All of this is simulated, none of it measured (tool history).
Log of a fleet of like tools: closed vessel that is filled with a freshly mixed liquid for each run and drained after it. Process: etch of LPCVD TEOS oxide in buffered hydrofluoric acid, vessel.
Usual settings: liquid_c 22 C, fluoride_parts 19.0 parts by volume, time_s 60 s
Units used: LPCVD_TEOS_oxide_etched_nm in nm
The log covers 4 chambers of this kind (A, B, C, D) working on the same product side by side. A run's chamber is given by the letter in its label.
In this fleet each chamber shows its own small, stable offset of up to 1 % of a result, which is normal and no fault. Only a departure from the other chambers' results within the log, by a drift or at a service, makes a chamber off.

| run | hour | liquid_c | fluoride_parts | time_s | read-back film thickness of the LPCVD TEOS oxide reference wafer, read on the same gauge (nm) | LPCVD_TEOS_oxide_etched_nm |
|---|---|---|---|---|---|---|
| 1D | 8.5 | 22 | 19.0 | 60 | 79.997 | 53.191 |
| 2C | 22.2 | 22 | 19.0 | 60 | 79.989 | 53.173 |
| 3A | 29.1 | 22 | 19.0 | 60 | 79.991 | 54.065 |
| 4B | 37.0 | 22 | 19.0 | 60 | 80.013 | 52.734 |
| 5B | 49.1 | 22 | 19.0 | 35 | 79.968 | 30.950 |
| 6C | 58.5 | 22 | 19.0 | 35 | 80.017 | 30.704 |
| 7A | 71.2 | 22 | 19.0 | 35 | 80.017 | 31.109 |
| 8D | 83.1 | 22 | 19.0 | 35 | 80.020 | 30.766 |
| 9D | 96.2 | 22 | 19.0 | 60 | 80.005 | 52.649 |
| 10B | 109.6 | 22 | 19.0 | 60 | 79.985 | 53.137 |
| 11C | 119.4 | 22 | 19.0 | 60 | 79.941 | 53.087 |
| 12A | 128.6 | 22 | 19.0 | 60 | 80.008 | 54.218 |
|  | 138.0 | chamber A: hydrofluoric acid flow meter replaced |
| 13B | 138.5 | 22 | 19.0 | 60 | 79.977 | 52.875 |
| 14D | 151.9 | 22 | 19.0 | 60 | 80.027 | 51.774 |
| 15A | 160.6 | 22 | 19.0 | 60 | 80.031 | 53.806 |
| 16C | 174.7 | 22 | 19.0 | 60 | 79.996 | 52.692 |
| 17A | 183.6 | 22 | 19.0 | 60 | 80.016 | 54.039 |
| 18C | 195.2 | 22 | 19.0 | 60 | 79.993 | 52.613 |
| 19B | 203.7 | 22 | 19.0 | 60 | 80.011 | 53.018 |
| 20D | 217.5 | 22 | 19.0 | 60 | 79.994 | 50.053 |
| 21C | 224.7 | 22 | 19.0 | 60 | 79.991 | 52.472 |
| 22D | 238.0 | 22 | 19.0 | 60 | 80.012 | 50.432 |
| 23A | 244.6 | 22 | 19.0 | 60 | 79.993 | 53.522 |
| 24B | 253.0 | 22 | 19.0 | 60 | 80.043 | 52.870 |
| 25C | 265.1 | 22 | 19.0 | 60 | 80.016 | 52.690 |
| 26B | 273.2 | 22 | 19.0 | 60 | 79.981 | 52.620 |
| 27D | 287.9 | 22 | 19.0 | 60 | 80.051 | 49.791 |
| 28A | 295.2 | 22 | 23.5 | 60 | 79.969 | 45.403 |
| 29B | 303.7 | 22 | 23.5 | 60 | 79.976 | 45.130 |
| 30D | 314.0 | 22 | 23.5 | 60 | 80.005 | 42.794 |
| 31A | 324.1 | 22 | 23.5 | 60 | 79.990 | 45.636 |

Is one chamber off against the others, does the gauge drift, or is nothing wrong? If a chamber is off, say which, and what the likeliest cause is.

Little by little, chamber D moves away from the other chambers.
Most likely cause: hydrofluoric acid flow below the setpoint (%) = 8.6.
From this log alone, it may not be told apart from: liquid colder than its thermometer reads (K).

Which of the 4 candidates below, each the usual settings with something changed and its results left as question marks, puts chamber D back in line with what the other chambers give on the usual settings?
In line means no further than this from the other chambers' mean on the usual settings: LPCVD_TEOS_oxide_etched_nm 1.200 nm
| 32D-1 | 334.7 | 20.5 | 19.0 | 60 |  | ? |
| 32D-2 | 334.7 | 22.0 | 20.0 | 60 |  | ? |
| 32D-3 | 334.7 | 22.0 | 19.0 | 65 |  | ? |
| 32D-4 | 334.7 | 22.5 | 19.0 | 60 |  | ? |

Other chambers, usual settings, mean: LPCVD_TEOS_oxide_etched_nm 53.172 nm
| run | LPCVD_TEOS_oxide_etched_nm |
|---|---|
| 32D-1 | 45.166 |
| 32D-2 | 47.340 |
| 32D-3 | 53.136 |
| 32D-4 | 50.426 |
With 32D-3, the chamber falls back in line with the rest.

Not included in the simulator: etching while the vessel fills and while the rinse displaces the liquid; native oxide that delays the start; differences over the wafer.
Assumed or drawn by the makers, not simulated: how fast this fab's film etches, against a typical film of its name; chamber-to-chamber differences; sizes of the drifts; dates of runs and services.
